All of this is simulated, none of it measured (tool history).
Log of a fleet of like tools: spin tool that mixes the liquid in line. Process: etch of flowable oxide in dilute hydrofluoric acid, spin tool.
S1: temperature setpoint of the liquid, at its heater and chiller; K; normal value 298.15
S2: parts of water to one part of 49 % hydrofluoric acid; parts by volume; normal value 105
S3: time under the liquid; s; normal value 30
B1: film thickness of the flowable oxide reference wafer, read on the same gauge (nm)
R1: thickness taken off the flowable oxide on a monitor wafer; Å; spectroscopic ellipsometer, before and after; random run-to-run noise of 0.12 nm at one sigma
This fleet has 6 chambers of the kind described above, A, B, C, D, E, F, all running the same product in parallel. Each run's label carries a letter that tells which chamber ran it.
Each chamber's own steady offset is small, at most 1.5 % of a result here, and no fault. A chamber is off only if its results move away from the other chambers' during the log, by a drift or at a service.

| run | day | S1 | S2 | S3 | B1 | R1 |
|---|---|---|---|---|---|---|
| 1B | 0.362 | 298.15 | 105 | 30 | 50.016 | 143.56 |
| 2E | 0.633 | 298.15 | 105 | 30 | 50.031 | 141.84 |
| 3C | 0.808 | 298.15 | 105 | 30 | 49.991 | 140.89 |
| 4A | 1.021 | 298.15 | 105 | 30 | 49.961 | 141.3 |
| 5D | 1.204 | 298.15 | 105 | 30 | 50.016 | 142.27 |
| 6F | 1.425 | 298.15 | 105 | 30 | 49.99 | 141.42 |
| 7F | 1.779 | 298.15 | 105 | 30 | 50.023 | 142.99 |
| 8E | 2.112 | 298.15 | 105 | 30 | 49.979 | 144.45 |
| 9D | 2.496 | 298.15 | 105 | 30 | 49.987 | 140.43 |
| 10A | 2.875 | 298.15 | 105 | 30 | 50.008 | 141.33 |
| 11C | 3.067 | 298.15 | 105 | 30 | 49.987 | 142.52 |
| 12B | 3.304 | 298.15 | 105 | 30 | 50.025 | 142.89 |
| 13F | 3.679 | 298.15 | 105 | 30 | 49.983 | 142.16 |
| 14D | 4.029 | 298.15 | 105 | 30 | 50.021 | 143.61 |
| 15E | 4.425 | 298.15 | 105 | 30 | 50.016 | 144.36 |
| 16C | 4.604 | 298.15 | 105 | 30 | 50.01 | 139.08 |
| 17A | 4.788 | 298.15 | 105 | 30 | 50.007 | 143.73 |
| 18B | 4.988 | 298.15 | 105 | 30 | 49.987 | 144.46 |
| 19A | 5.221 | 298.15 | 105 | 30 | 49.976 | 142.56 |
| 20B | 5.612 | 298.15 | 105 | 40 | 50.017 | 191.52 |
| 21D | 6.017 | 298.15 | 105 | 40 | 50.011 | 186.92 |
|  | 6.054 | chamber B: thermometer replaced |
| 22F | 6.408 | 298.15 | 105 | 40 | 50.007 | 189.65 |
| 23C | 6.671 | 298.15 | 105 | 40 | 49.968 | 188.35 |
| 24E | 6.996 | 298.15 | 105 | 40 | 50.007 | 197.53 |
| 25D | 7.196 | 298.15 | 105 | 40 | 50.022 | 189.32 |
| 26C | 7.479 | 298.15 | 105 | 30 | 49.987 | 140.57 |
| 27F | 7.738 | 298.15 | 105 | 30 | 50.012 | 143.83 |
| 28A | 8.092 | 298.15 | 105 | 30 | 50.001 | 141.1 |
| 29B | 8.421 | 298.15 | 105 | 30 | 50.006 | 143.89 |
| 30E | 8.742 | 298.15 | 105 | 30 | 50.029 | 151.05 |
| 31E | 9.133 | 296.15 | 150 | 30 | 50.016 | 93.17 |
| 32F | 9.529 | 296.15 | 150 | 30 | 50.006 | 86.387 |
| 33C | 9.767 | 296.15 | 150 | 30 | 50.007 | 88.726 |
|  | 9.788 | chamber B: hydrofluoric acid flow meter replaced |
| 34D | 9.95 | 296.15 | 150 | 30 | 49.984 | 86.082 |
| 35B | 10.342 | 296.15 | 150 | 30 | 50.009 | 87.477 |
| 36A | 10.538 | 296.15 | 150 | 30 | 50.01 | 86.572 |
| 37C | 10.933 | 298.15 | 105 | 30 | 49.994 | 140.91 |
| 38B | 11.162 | 298.15 | 105 | 30 | 50.011 | 143.36 |
| 39E | 11.458 | 298.15 | 105 | 30 | 50.012 | 155.53 |
| 40D | 11.779 | 298.15 | 105 | 30 | 49.989 | 142.89 |
| 41F | 12.092 | 298.15 | 105 | 30 | 50.007 | 142.64 |
| 42A | 12.371 | 298.15 | 105 | 30 | 50.024 | 141.85 |
| 43C | 12.733 | 298.15 | 105 | 30 | 50.016 | 141.09 |

One chamber off, gauge drift, or nothing amiss beyond the chambers' own small offsets? If it is a chamber, which one, and what is the likeliest cause?

Chamber E drifts away from the others.
Cause: hydrofluoric acid flow above the setpoint (%) = 9.26.
The log might look much the same if the cause were instead: liquid hotter than its thermometer reads (K).

Chamber E could run next with any of the 4 candidate recipes listed below; each alters the usual settings, and their results appear as question marks. Which one brings its results back in line with what the other chambers deliver on the usual settings?
In line means no further than this from the other chambers' mean on the usual settings: R1 4.3 Å
| 44E-1 | 13.025 | 298.15 | 110 | 30 |  | ? |
| 44E-2 | 13.025 | 300.65 | 105 | 30 |  | ? |
| 44E-3 | 13.025 | 298.15 | 115 | 30 |  | ? |
| 44E-4 | 13.025 | 298.15 | 100 | 30 |  | ? |

Other chambers, usual settings, mean: R1 141.99 Å
| run | R1 |
|---|---|
| 44E-1 | 149.58 |
| 44E-2 | 173.58 |
| 44E-3 | 142.23 |
| 44E-4 | 166.55 |
44E-3 is the one that brings the chamber's results back in line with the other chambers.

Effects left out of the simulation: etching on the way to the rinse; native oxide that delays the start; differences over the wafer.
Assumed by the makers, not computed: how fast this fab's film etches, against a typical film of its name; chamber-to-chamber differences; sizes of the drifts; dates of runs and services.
